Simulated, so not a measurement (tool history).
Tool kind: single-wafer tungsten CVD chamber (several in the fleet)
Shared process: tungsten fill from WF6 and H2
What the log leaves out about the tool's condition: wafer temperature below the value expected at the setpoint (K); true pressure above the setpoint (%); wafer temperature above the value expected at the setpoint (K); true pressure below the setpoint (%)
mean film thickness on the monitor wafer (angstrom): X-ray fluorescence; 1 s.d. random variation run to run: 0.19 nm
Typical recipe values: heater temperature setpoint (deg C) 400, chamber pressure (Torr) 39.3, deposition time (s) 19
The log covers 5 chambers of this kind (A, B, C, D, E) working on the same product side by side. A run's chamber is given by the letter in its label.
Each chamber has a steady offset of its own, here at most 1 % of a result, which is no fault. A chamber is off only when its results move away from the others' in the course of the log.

| run | hour | heater temperature setpoint (deg C) | chamber pressure (Torr) | deposition time (s) | hours since the last thermocouple change | hours since the last manometer calibration | read-back reference wafer on the same gauge, thickness_nm | mean film thickness on the monitor wafer (angstrom) |
|---|---|---|---|---|---|---|---|---|
| 1E | 3.7 | 400 | 39.3 | 19 | 1153.1 | 503.3 | 51.369 | 620.76 |
| 2A | 9.7 | 400 | 39.3 | 19 | 186.6 | 1245.5 | 51.395 | 628.78 |
| 3B | 14.1 | 400 | 39.3 | 19 | 2016.6 | 636 | 51.402 | 621.16 |
| 4C | 20.9 | 400 | 39.3 | 19 | 1264.6 | 1052.1 | 51.373 | 625.76 |
| 5D | 27 | 400 | 39.3 | 19 | 1699.3 | 1263.8 | 51.36 | 626.82 |
| 6B | 30.8 | 400 | 39.3 | 19 | 2033.3 | 652.7 | 51.392 | 616.49 |
| 7E | 37.4 | 389 | 39.3 | 19 | 1186.8 | 537 | 51.407 | 505.54 |
| 8C | 41.5 | 389 | 39.3 | 19 | 1285.2 | 1072.7 | 51.367 | 512.36 |
| 9A | 48 | 389 | 39.3 | 19 | 224.9 | 1283.8 | 51.401 | 509.33 |
| 10D | 51.4 | 389 | 39.3 | 19 | 1723.7 | 1288.2 | 51.398 | 510.81 |
| 11E | 55.1 | 389 | 39.3 | 19 | 1204.5 | 554.7 | 51.395 | 506.23 |
|  | 60.9 | chamber D: thermocouple changed; heater temperature recalibrated |
| 12D | 61.6 | 400 | 39.3 | 19 | 0.7 | 1298.4 | 51.374 | 627.01 |
| 13B | 67.7 | 400 | 39.3 | 19 | 2070.2 | 689.6 | 51.383 | 623.33 |
| 14C | 74.4 | 400 | 39.3 | 19 | 1318.1 | 1105.6 | 51.394 | 626.01 |
|  | 74.6 | chamber E: thermocouple changed; heater temperature recalibrated |
| 15A | 79.2 | 400 | 39.3 | 19 | 256.1 | 1315 | 51.405 | 626.38 |
| 16D | 83.9 | 400 | 39.3 | 19 | 23 | 1320.7 | 51.37 | 629.48 |
| 17B | 88.2 | 400 | 39.3 | 19 | 2090.7 | 710.1 | 51.416 | 622.83 |
| 18E | 93.3 | 400 | 39.3 | 19 | 18.8 | 592.9 | 51.44 | 602.87 |
| 19C | 99 | 400 | 39.3 | 19 | 1342.7 | 1130.2 | 51.394 | 627.08 |
| 20A | 105.4 | 400 | 39.3 | 19 | 282.3 | 1341.2 | 51.416 | 625.61 |
| 21C | 110.7 | 400 | 39.3 | 19 | 1354.4 | 1141.9 | 51.361 | 625.3 |
| 22E | 116.8 | 400 | 33.3 | 19 | 42.3 | 616.4 | 51.373 | 559.12 |
| 23D | 123.5 | 400 | 33.3 | 19 | 62.6 | 1360.3 | 51.417 | 579.95 |
| 24B | 127.9 | 400 | 33.3 | 19 | 2130.4 | 749.8 | 51.42 | 571.54 |
| 25A | 133.7 | 400 | 33.3 | 19 | 310.6 | 1369.5 | 51.399 | 579.18 |
| 26D | 137.5 | 400 | 33.3 | 19 | 76.6 | 1374.3 | 51.393 | 579.68 |
| 27A | 143.9 | 400 | 39.3 | 19 | 320.8 | 1379.7 | 51.421 | 626.63 |
| 28E | 150.1 | 400 | 39.3 | 19 | 75.6 | 649.7 | 51.372 | 602.65 |
| 29C | 155.8 | 400 | 39.3 | 19 | 1399.5 | 1187 | 51.417 | 625.9 |
| 30B | 162.2 | 392 | 39.3 | 19 | 2164.7 | 784.1 | 51.384 | 532.32 |
| 31E | 165.2 | 392 | 39.3 | 19 | 90.7 | 664.8 | 51.417 | 520.36 |
| 32B | 171.8 | 392 | 39.3 | 19 | 2174.3 | 793.7 | 51.426 | 529.57 |
| 33A | 176.6 | 392 | 39.3 | 19 | 353.5 | 1412.4 | 51.378 | 542.24 |
| 34C | 181.3 | 392 | 39.3 | 19 | 1425 | 1212.5 | 51.396 | 541.89 |
| 35D | 186 | 400 | 39.3 | 19 | 125.1 | 1422.8 | 51.407 | 625.36 |
| 36C | 189.1 | 400 | 39.3 | 19 | 1432.8 | 1220.3 | 51.4 | 627.3 |
| 37E | 192.8 | 400 | 39.3 | 19 | 118.3 | 692.4 | 51.364 | 604.45 |
| 38D | 196.1 | 400 | 39.3 | 19 | 135.2 | 1432.9 | 51.397 | 624.97 |

One chamber off, gauge drift, or nothing amiss beyond the chambers' own small offsets? If it is a chamber, which one, and what is the likeliest cause?

A service left chamber E off against the others.
What lies behind it: wafer temperature below the value expected at the setpoint (K) = 1.36.

Chamber E could run next with any of the 4 candidate recipes listed below; each alters the usual settings, and their results appear as question marks. Which one brings its results back in line with what the other chambers deliver on the usual settings?
To be in line, a result may differ from the other chambers' mean on the usual settings by at most: mean film thickness on the monitor wafer (angstrom) 6.8
| 39E-1 | 201.1 | 398 | 39.3 | 19 |  |  |  | ? |
| 39E-2 | 201.1 | 400 | 39.3 | 18.7 |  |  |  | ? |
| 39E-3 | 201.1 | 400 | 39.3 | 19.3 |  |  |  | ? |
| 39E-4 | 201.1 | 402 | 39.3 | 19 |  |  |  | ? |

What the other chambers average on the usual settings: mean film thickness on the monitor wafer (angstrom) 625.36
| run | mean film thickness on the monitor wafer (angstrom) |
|---|---|
| 39E-1 | 581.74 |
| 39E-2 | 594.41 |
| 39E-3 | 613.57 |
| 39E-4 | 626.68 |
39E-4 brings the chamber back in line.

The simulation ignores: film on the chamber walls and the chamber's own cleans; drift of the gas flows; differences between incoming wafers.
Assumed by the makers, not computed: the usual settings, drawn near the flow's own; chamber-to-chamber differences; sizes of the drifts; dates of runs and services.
